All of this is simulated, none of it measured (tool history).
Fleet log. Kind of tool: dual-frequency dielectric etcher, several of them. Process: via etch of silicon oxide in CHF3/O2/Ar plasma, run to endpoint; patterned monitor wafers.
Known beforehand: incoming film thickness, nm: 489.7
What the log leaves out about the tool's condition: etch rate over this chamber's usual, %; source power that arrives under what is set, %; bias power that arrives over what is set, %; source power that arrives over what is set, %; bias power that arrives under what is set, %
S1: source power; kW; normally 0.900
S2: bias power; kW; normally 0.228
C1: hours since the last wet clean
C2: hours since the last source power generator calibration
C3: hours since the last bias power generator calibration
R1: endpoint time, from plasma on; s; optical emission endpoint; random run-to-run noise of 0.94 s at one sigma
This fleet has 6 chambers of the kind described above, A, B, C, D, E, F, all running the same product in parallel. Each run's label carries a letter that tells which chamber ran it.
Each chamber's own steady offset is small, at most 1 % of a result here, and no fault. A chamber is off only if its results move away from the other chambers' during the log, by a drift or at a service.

-- hour=2.5 chamber F: wet clean of the chamber
run 1D hour=8.5 | S1=0.900 S2=0.228 | C1=141.0 C2=1474.4 C3=2319.1 | R1=196.09
run 2A hour=17.4 | S1=0.900 S2=0.228 | C1=154.0 C2=3262.9 C3=492.3 | R1=197.12
run 3C hour=26.6 | S1=0.900 S2=0.228 | C1=240.6 C2=2914.2 C3=3001.0 | R1=197.79
run 4F hour=33.3 | S1=0.900 S2=0.228 | C1=30.9 C2=1009.4 C3=1160.9 | R1=198.01
run 5B hour=42.8 | S1=0.900 S2=0.228 | C1=251.2 C2=2732.0 C3=1676.9 | R1=194.06
run 6E hour=52.3 | S1=1.020 S2=0.228 | C1=129.8 C2=1744.5 C3=984.6 | R1=188.78
run 7A hour=59.1 | S1=1.020 S2=0.228 | C1=195.7 C2=3304.6 C3=534.0 | R1=188.42
run 8C hour=65.3 | S1=1.020 S2=0.228 | C1=279.3 C2=2952.9 C3=3039.7 | R1=188.96
run 9E hour=74.0 | S1=1.020 S2=0.228 | C1=151.5 C2=1766.2 C3=1006.3 | R1=188.25
run 10B hour=82.5 | S1=1.020 S2=0.228 | C1=290.9 C2=2771.7 C3=1716.6 | R1=186.48
run 11D hour=88.1 | S1=1.020 S2=0.228 | C1=220.6 C2=1554.0 C3=2398.7 | R1=185.89
run 12F hour=97.8 | S1=0.900 S2=0.228 | C1=95.4 C2=1073.9 C3=1225.4 | R1=196.78
run 13A hour=105.0 | S1=0.900 S2=0.228 | C1=241.6 C2=3350.5 C3=579.9 | R1=196.37
run 14D hour=113.7 | S1=0.830 S2=0.258 | C1=246.2 C2=1579.6 C3=2424.3 | R1=193.62
run 15B hour=122.8 | S1=0.830 S2=0.258 | C1=331.2 C2=2812.0 C3=1756.9 | R1=191.82
run 16F hour=132.5 | S1=0.830 S2=0.258 | C1=130.1 C2=1108.6 C3=1260.1 | R1=196.90
run 17C hour=142.4 | S1=0.830 S2=0.258 | C1=356.4 C2=3030.0 C3=3116.8 | R1=193.75
run 18E hour=151.1 | S1=0.830 S2=0.258 | C1=228.6 C2=1843.3 C3=1083.4 | R1=194.19
run 19A hour=156.8 | S1=0.830 S2=0.258 | C1=293.4 C2=3402.3 C3=631.7 | R1=194.66
run 20B hour=162.7 | S1=0.900 S2=0.228 | C1=371.1 C2=2851.9 C3=1796.8 | R1=193.57
run 21F hour=169.0 | S1=0.900 S2=0.228 | C1=166.6 C2=1145.1 C3=1296.6 | R1=198.01
run 22D hour=176.9 | S1=0.780 S2=0.269 | C1=309.4 C2=1642.8 C3=2487.5 | R1=196.03
run 23C hour=184.6 | S1=0.780 S2=0.269 | C1=398.6 C2=3072.2 C3=3159.0 | R1=195.22
run 24E hour=193.3 | S1=0.780 S2=0.269 | C1=270.8 C2=1885.5 C3=1125.6 | R1=196.42
run 25B hour=198.6 | S1=0.780 S2=0.269 | C1=407.0 C2=2887.8 C3=1832.7 | R1=193.54
run 26D hour=207.4 | S1=0.780 S2=0.269 | C1=339.9 C2=1673.3 C3=2518.0 | R1=194.95
run 27E hour=216.9 | S1=0.780 S2=0.269 | C1=294.4 C2=1909.1 C3=1149.2 | R1=196.48
run 28F hour=226.1 | S1=0.900 S2=0.228 | C1=223.7 C2=1202.2 C3=1353.7 | R1=196.55
run 29C hour=234.5 | S1=0.900 S2=0.228 | C1=448.5 C2=3122.1 C3=3208.9 | R1=193.43
-- hour=239.3 chamber B: wet clean of the chamber
run 30A hour=243.6 | S1=1.040 S2=0.228 | C1=380.2 C2=3489.1 C3=718.5 | R1=186.27
run 31D hour=253.0 | S1=1.040 S2=0.228 | C1=385.5 C2=1718.9 C3=2563.6 | R1=184.25
run 32E hour=261.7 | S1=1.040 S2=0.228 | C1=339.2 C2=1953.9 C3=1194.0 | R1=186.40
run 33A hour=269.3 | S1=1.040 S2=0.228 | C1=405.9 C2=3514.8 C3=744.2 | R1=185.70
run 34F hour=275.6 | S1=1.040 S2=0.228 | C1=273.2 C2=1251.7 C3=1403.2 | R1=186.39
run 35B hour=283.9 | S1=1.040 S2=0.228 | C1=44.6 C2=2973.1 C3=1918.0 | R1=184.64
run 36C hour=288.4 | S1=0.900 S2=0.228 | C1=502.4 C2=3176.0 C3=3262.8 | R1=191.52
run 37C hour=295.2 | S1=0.900 S2=0.228 | C1=509.2 C2=3182.8 C3=3269.6 | R1=191.15

Predict what each chamber gives when all 6 of them run the settings below next.
run 38A hour=302.7 | S1=0.830 S2=0.228 | R1=?
run 38B hour=302.7 | S1=0.830 S2=0.228 | R1=?
run 38C hour=302.7 | S1=0.830 S2=0.228 | R1=?
run 38D hour=302.7 | S1=0.830 S2=0.228 | R1=?
run 38E hour=302.7 | S1=0.830 S2=0.228 | R1=?
run 38F hour=302.7 | S1=0.830 S2=0.228 | R1=?

run=38A R1=204.07
run=38B R1=201.64
run=38C R1=195.48
run=38D R1=202.85
run=38E R1=204.19
run=38F R1=204.17

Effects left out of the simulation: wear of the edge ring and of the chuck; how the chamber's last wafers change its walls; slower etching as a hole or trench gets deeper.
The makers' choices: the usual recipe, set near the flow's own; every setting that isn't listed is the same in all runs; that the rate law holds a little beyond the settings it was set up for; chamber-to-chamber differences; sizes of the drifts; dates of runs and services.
